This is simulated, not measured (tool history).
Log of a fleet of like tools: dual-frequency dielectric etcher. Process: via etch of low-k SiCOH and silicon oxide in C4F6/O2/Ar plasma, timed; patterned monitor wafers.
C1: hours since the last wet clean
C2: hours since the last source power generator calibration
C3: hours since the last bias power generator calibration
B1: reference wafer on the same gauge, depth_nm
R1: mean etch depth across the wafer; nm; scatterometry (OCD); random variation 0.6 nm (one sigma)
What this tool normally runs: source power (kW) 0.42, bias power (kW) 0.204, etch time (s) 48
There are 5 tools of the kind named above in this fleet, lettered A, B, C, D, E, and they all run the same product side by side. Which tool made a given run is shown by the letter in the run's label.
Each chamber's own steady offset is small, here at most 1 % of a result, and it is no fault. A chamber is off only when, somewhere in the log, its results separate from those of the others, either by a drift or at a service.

Run 1B, hour 9.4: usual settings; C1 359.5; C2 1400.8; C3 2713.6; B1 141.02. Result: R1 120.4 nm.
Run 2A, hour 20.2: usual settings; C1 210.4; C2 2245.2; C3 1456.2; B1 140.9. Result: R1 120.63 nm.
Run 3D, hour 33: usual settings; C1 144.6; C2 3844.3; C3 2488.6; B1 141.02. Result: R1 121.18 nm.
Run 4C, hour 44.5: usual settings; C1 281.4; C2 1438.5; C3 2715.8; B1 140.95. Result: R1 119.72 nm.
Run 5E, hour 53.6: usual settings but bias power (kW) 0.235, etch time (s) 40.5; C1 62.1; C2 1169.5; C3 217.3; B1 140.89. Result: R1 106.27 nm.
Run 6B, hour 64.4: usual settings but bias power (kW) 0.235, etch time (s) 40.5; C1 414.5; C2 1455.8; C3 2768.6; B1 140.97. Result: R1 107.18 nm.
Run 7D, hour 74.8: usual settings but bias power (kW) 0.235, etch time (s) 40.5; C1 186.4; C2 3886.1; C3 2530.4; B1 140.98. Result: R1 107.47 nm.
Run 8A, hour 85.7: usual settings but bias power (kW) 0.235, etch time (s) 40.5; C1 275.9; C2 2310.7; C3 1521.7; B1 141.02. Result: R1 105.63 nm.
At hour 87.5: chamber B: bias power generator calibrated.
Run 9E, hour 100.3: usual settings but bias power (kW) 0.235, etch time (s) 40.5; C1 108.8; C2 1216.2; C3 264; B1 141.07. Result: R1 106.37 nm.
Run 10C, hour 112.1: usual settings; C1 349; C2 1506.1; C3 2783.4; B1 141. Result: R1 118.77 nm.
Run 11C, hour 122: usual settings; C1 358.9; C2 1516; C3 2793.3; B1 140.81. Result: R1 119.06 nm.
Run 12D, hour 131: usual settings; C1 242.6; C2 3942.3; C3 2586.6; B1 141. Result: R1 120.76 nm.
Run 13A, hour 146.6: usual settings but bias power (kW) 0.174, etch time (s) 53.5; C1 336.8; C2 2371.6; C3 1582.6; B1 140.91. Result: R1 127.04 nm.
At hour 151.2: chamber C: wet clean of the chamber.
Run 14B, hour 158.8: usual settings but bias power (kW) 0.174, etch time (s) 53.5; C1 508.9; C2 1550.2; C3 71.3; B1 140.88. Result: R1 127.5 nm.
At hour 161.4: chamber A: wet clean of the chamber.
At hour 168.5: chamber B: wet clean of the chamber.
Run 15E, hour 170.4: usual settings but bias power (kW) 0.174, etch time (s) 53.5; C1 178.9; C2 1286.3; C3 334.1; B1 140.98. Result: R1 128.2 nm.
Run 16B, hour 182.1: usual settings but bias power (kW) 0.174, etch time (s) 53.5; C1 13.6; C2 1573.5; C3 94.6; B1 140.99. Result: R1 128.4 nm.
Run 17D, hour 197.4: usual settings but bias power (kW) 0.174, etch time (s) 53.5; C1 309; C2 4008.7; C3 2653; B1 141.04. Result: R1 126.83 nm.
Run 18A, hour 206.5: usual settings but bias power (kW) 0.161; C1 45.2; C2 2431.5; C3 1642.5; B1 141.16. Result: R1 112.43 nm.
Run 19E, hour 221.4: usual settings but bias power (kW) 0.161; C1 229.9; C2 1337.3; C3 385.1; B1 141.08. Result: R1 111.66 nm.
Run 20C, hour 231.8: usual settings but bias power (kW) 0.161; C1 80.7; C2 1625.8; C3 2903.1; B1 141.04. Result: R1 110.28 nm.
Run 21E, hour 242.6: usual settings but bias power (kW) 0.161; C1 251.1; C2 1358.5; C3 406.3; B1 141.06. Result: R1 111.48 nm.
Run 22B, hour 250.2: usual settings but bias power (kW) 0.161; C1 81.7; C2 1641.6; C3 162.7; B1 140.97. Result: R1 111.42 nm.
Run 23C, hour 258.8: usual settings; C1 107.7; C2 1652.8; C3 2930.1; B1 141.11. Result: R1 119.88 nm.
Run 24D, hour 275.1: usual settings but source power (kW) 0.51, bias power (kW) 0.178; C1 386.7; C2 4086.4; C3 2730.7; B1 140.73. Result: R1 124.9 nm.
Run 25A, hour 289.6: usual settings but source power (kW) 0.51, bias power (kW) 0.178; C1 128.3; C2 2514.6; C3 1725.6; B1 140.9. Result: R1 124.49 nm.
Run 26A, hour 301: usual settings but source power (kW) 0.51, bias power (kW) 0.178; C1 139.7; C2 2526; C3 1737; B1 140.7. Result: R1 124.48 nm.
Run 27C, hour 308.4: usual settings but source power (kW) 0.51, bias power (kW) 0.178; C1 157.3; C2 1702.4; C3 2979.7; B1 141.1. Result: R1 123.97 nm.
Run 28B, hour 321.5: usual settings but source power (kW) 0.51, bias power (kW) 0.178; C1 153; C2 1712.9; C3 234; B1 140.99. Result: R1 123.83 nm.
Run 29D, hour 335.4: usual settings; C1 447; C2 4146.7; C3 2791; B1 141.04. Result: R1 120.86 nm.
Run 30E, hour 346.6: usual settings; C1 355.1; C2 1462.5; C3 510.3; B1 140.87. Result: R1 121.17 nm.
At hour 349.8: chamber D: source power generator calibrated.
Run 31A, hour 356.2: usual settings; C1 194.9; C2 2581.2; C3 1792.2; B1 141.06. Result: R1 120.77 nm.
Run 32D, hour 368.4: usual settings; C1 480; C2 18.7; C3 2824; B1 140.94. Result: R1 120.25 nm.
At hour 378.9: chamber E: wet clean of the chamber.
Run 33C, hour 384.9: usual settings; C1 233.8; C2 1778.9; C3 3056.2; B1 141.1. Result: R1 119.08 nm.
Run 34B, hour 398.2: usual settings; C1 229.7; C2 1789.6; C3 310.7; B1 140.98. Result: R1 121.22 nm.
Run 35E, hour 413.5: usual settings; C1 34.6; C2 1529.4; C3 577.2; B1 140.95. Result: R1 120 nm.
At hour 416.7: chamber A: bias power generator calibrated.
Run 36A, hour 426.4: usual settings; C1 265.1; C2 2651.4; C3 9.7; B1 141.02. Result: R1 120.76 nm.

Next, all 5 chambers run the settings below, one line each with question marks for the results. What does each chamber give?
Run 37A, hour 438.4: usual settings but bias power (kW) 0.157. Result: R1 ?.
Run 37B, hour 438.4: usual settings but bias power (kW) 0.157. Result: R1 ?.
Run 37C, hour 438.4: usual settings but bias power (kW) 0.157. Result: R1 ?.
Run 37D, hour 438.4: usual settings but bias power (kW) 0.157. Result: R1 ?.
Run 37E, hour 438.4: usual settings but bias power (kW) 0.157. Result: R1 ?.

run      R1
37A  110.42
37B  110.56
37C  110.78
37D  111.56
37E  110.12
